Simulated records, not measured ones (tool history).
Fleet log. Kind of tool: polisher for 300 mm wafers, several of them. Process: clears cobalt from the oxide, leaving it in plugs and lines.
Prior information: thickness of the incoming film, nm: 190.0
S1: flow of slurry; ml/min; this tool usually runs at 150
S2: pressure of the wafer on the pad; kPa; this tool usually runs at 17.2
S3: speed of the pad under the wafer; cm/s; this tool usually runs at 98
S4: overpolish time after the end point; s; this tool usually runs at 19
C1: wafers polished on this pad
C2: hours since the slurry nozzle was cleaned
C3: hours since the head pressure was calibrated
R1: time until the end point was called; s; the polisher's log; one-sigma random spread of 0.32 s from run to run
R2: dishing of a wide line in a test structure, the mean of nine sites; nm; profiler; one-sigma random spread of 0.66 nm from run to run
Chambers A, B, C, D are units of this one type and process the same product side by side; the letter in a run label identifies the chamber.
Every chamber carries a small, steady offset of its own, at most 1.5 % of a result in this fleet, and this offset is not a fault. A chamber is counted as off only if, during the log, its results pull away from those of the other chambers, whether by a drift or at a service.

Run 1D, hour 10.3: usual settings; C1 297; C2 107.5; C3 14.4. Result: R1 28.434 s, R2 43.188 nm.
At hour 19.8: chamber A: worn pad replaced by a new one.
Run 2A, hour 21.5: usual settings; C1 24; C2 322.3; C3 692.9. Result: R1 28.112 s, R2 43.583 nm.
Run 3B, hour 31.7: usual settings; C1 1355; C2 281.7; C3 766.3. Result: R1 28.199 s, R2 44.944 nm.
Run 4C, hour 41.5: usual settings; C1 896; C2 231.1; C3 77.5. Result: R1 28.508 s, R2 43.958 nm.
At hour 52.0: chamber B: worn pad replaced by a new one.
At hour 54.4: chamber A: head pressure recalibrated.
Run 5B, hour 54.9: usual settings; C1 40; C2 304.9; C3 789.5. Result: R1 29.185 s, R2 43.201 nm.
Run 6C, hour 61.8: usual settings; C1 1180; C2 251.4; C3 97.8. Result: R1 29.186 s, R2 45.829 nm.
At hour 65.7: chamber C: worn pad replaced by a new one.
At hour 68.4: chamber D: worn pad replaced by a new one.
At hour 76.7: chamber D: slurry nozzle cleaned.
Run 7A, hour 77.1: usual settings; C1 802; C2 377.9; C3 22.8. Result: R1 28.941 s, R2 43.752 nm.
Run 8D, hour 86.3: usual settings but S2 22.1 kPa, S4 8 s; C1 251; C2 9.6; C3 90.4. Result: R1 22.539 s, R2 35.981 nm.
At hour 96.1: chamber A: worn pad replaced by a new one.
Run 9A, hour 99.5: usual settings but S2 22.1 kPa, S4 8 s; C1 48; C2 400.3; C3 45.2. Result: R1 22.729 s, R2 35.788 nm.
Run 10C, hour 108.0: usual settings but S2 22.1 kPa, S4 8 s; C1 592; C2 297.6; C3 144.0. Result: R1 22.697 s, R2 36.005 nm.
Run 11D, hour 119.4: usual settings but S2 22.1 kPa, S4 8 s; C1 715; C2 42.7; C3 123.5. Result: R1 22.430 s, R2 34.934 nm.
Run 12B, hour 132.8: usual settings but S2 20.0 kPa, S3 64 cm/s; C1 1131; C2 382.8; C3 867.4. Result: R1 38.075 s, R2 41.186 nm.
Run 13B, hour 141.9: usual settings but S2 20.0 kPa, S3 64 cm/s; C1 1258; C2 391.9; C3 876.5. Result: R1 37.978 s, R2 42.218 nm.
At hour 147.1: chamber B: worn pad replaced by a new one.
At hour 147.9: chamber D: worn pad replaced by a new one.
Run 14A, hour 148.6: usual settings but S2 20.0 kPa, S3 64 cm/s; C1 735; C2 449.4; C3 94.3. Result: R1 37.970 s, R2 41.536 nm.
At hour 151.6: chamber C: worn pad replaced by a new one.
Run 15D, hour 155.6: usual settings but S2 20.0 kPa, S3 64 cm/s; C1 108; C2 78.9; C3 159.7. Result: R1 37.443 s, R2 40.310 nm.
Run 16C, hour 167.3: usual settings; C1 220; C2 356.9; C3 203.3. Result: R1 28.899 s, R2 42.791 nm.
Run 17C, hour 179.9: usual settings; C1 396; C2 369.5; C3 215.9. Result: R1 28.589 s, R2 44.801 nm.
Run 18D, hour 188.2: usual settings; C1 564; C2 111.5; C3 192.3. Result: R1 28.416 s, R2 42.467 nm.
At hour 189.7: chamber B: slurry nozzle cleaned.
At hour 190.7: chamber A: worn pad replaced by a new one.
Run 19B, hour 198.1: usual settings; C1 715; C2 8.4; C3 932.7. Result: R1 28.598 s, R2 43.781 nm.
Run 20A, hour 211.6: usual settings; C1 293; C2 512.4; C3 157.3. Result: R1 28.821 s, R2 43.076 nm.
Run 21A, hour 220.0: usual settings; C1 411; C2 520.8; C3 165.7. Result: R1 28.630 s, R2 45.201 nm.
At hour 220.1: chamber D: worn pad replaced by a new one.
Run 22D, hour 232.0: usual settings; C1 167; C2 155.3; C3 236.1. Result: R1 28.988 s, R2 42.730 nm.
At hour 237.2: chamber C: worn pad replaced by a new one.
Run 23C, hour 245.5: usual settings; C1 116; C2 435.1; C3 281.5. Result: R1 29.373 s, R2 44.367 nm.
At hour 252.9: chamber B: worn pad replaced by a new one.
Run 24B, hour 254.9: usual settings; C1 28; C2 65.2; C3 989.5. Result: R1 28.399 s, R2 43.806 nm.
At hour 264.1: chamber A: worn pad replaced by a new one.
At hour 264.3: chamber D: slurry nozzle cleaned.
Run 25D, hour 269.1: usual settings; C1 687; C2 4.9; C3 273.2. Result: R1 28.933 s, R2 45.101 nm.
Run 26A, hour 276.0: usual settings; C1 167; C2 576.8; C3 221.7. Result: R1 28.415 s, R2 43.653 nm.
Run 27C, hour 285.2: usual settings; C1 672; C2 474.8; C3 321.2. Result: R1 29.879 s, R2 44.898 nm.
Run 28B, hour 293.9: usual settings; C1 574; C2 104.2; C3 1028.5. Result: R1 29.143 s, R2 43.770 nm.
Run 29D, hour 304.0: usual settings; C1 1175; C2 39.8; C3 308.1. Result: R1 28.726 s, R2 43.443 nm.
At hour 307.0: chamber D: worn pad replaced by a new one.
Run 30B, hour 315.0: usual settings but S4 30 s; C1 870; C2 125.3; C3 1049.6. Result: R1 29.025 s, R2 46.855 nm.
At hour 316.0: chamber C: worn pad replaced by a new one.
Run 31C, hour 323.3: usual settings but S4 30 s; C1 102; C2 512.9; C3 359.3. Result: R1 30.012 s, R2 45.837 nm.
Run 32A, hour 329.9: usual settings but S4 30 s; C1 921; C2 630.7; C3 275.6. Result: R1 28.968 s, R2 46.429 nm.
At hour 335.6: chamber A: worn pad replaced by a new one.
Run 33C, hour 339.3: usual settings but S4 30 s; C1 326; C2 528.9; C3 375.3. Result: R1 29.856 s, R2 47.133 nm.
At hour 346.9: chamber B: worn pad replaced by a new one.
Run 34D, hour 348.5: usual settings; C1 581; C2 84.3; C3 352.6. Result: R1 28.696 s, R2 43.767 nm.
Run 35B, hour 361.1: usual settings; C1 199; C2 171.4; C3 1095.7. Result: R1 28.808 s, R2 42.690 nm.
Run 36A, hour 374.0: usual settings; C1 538; C2 674.8; C3 319.7. Result: R1 28.712 s, R2 43.912 nm.
Run 37D, hour 380.6: usual settings; C1 1030; C2 116.4; C3 384.7. Result: R1 28.388 s, R2 42.665 nm.
Run 38B, hour 393.3: usual settings; C1 649; C2 203.6; C3 1127.9. Result: R1 28.685 s, R2 43.038 nm.
At hour 400.9: chamber C: worn pad replaced by a new one.
Run 39A, hour 401.1: usual settings; C1 917; C2 701.9; C3 346.8. Result: R1 29.137 s, R2 44.349 nm.
At hour 403.6: chamber D: worn pad replaced by a new one.
Run 40C, hour 411.3: usual settings; C1 146; C2 600.9; C3 447.3. Result: R1 30.977 s, R2 43.516 nm.
Run 41D, hour 420.5: usual settings; C1 237; C2 156.3; C3 424.6. Result: R1 28.645 s, R2 42.461 nm.

Next, every chamber runs the same settings. What will each give?
Run 42A, hour 431.5: usual settings but S4 14 s. Result: R1 ?, R2 ?.
Run 42B, hour 431.5: usual settings but S4 14 s. Result: R1 ?, R2 ?.
Run 42C, hour 431.5: usual settings but S4 14 s. Result: R1 ?, R2 ?.
Run 42D, hour 431.5: usual settings but S4 14 s. Result: R1 ?, R2 ?.

run      R1      R2
42A  28.758  40.667
42B  28.404  41.417
42C  30.436  39.455
42D  28.882  41.028

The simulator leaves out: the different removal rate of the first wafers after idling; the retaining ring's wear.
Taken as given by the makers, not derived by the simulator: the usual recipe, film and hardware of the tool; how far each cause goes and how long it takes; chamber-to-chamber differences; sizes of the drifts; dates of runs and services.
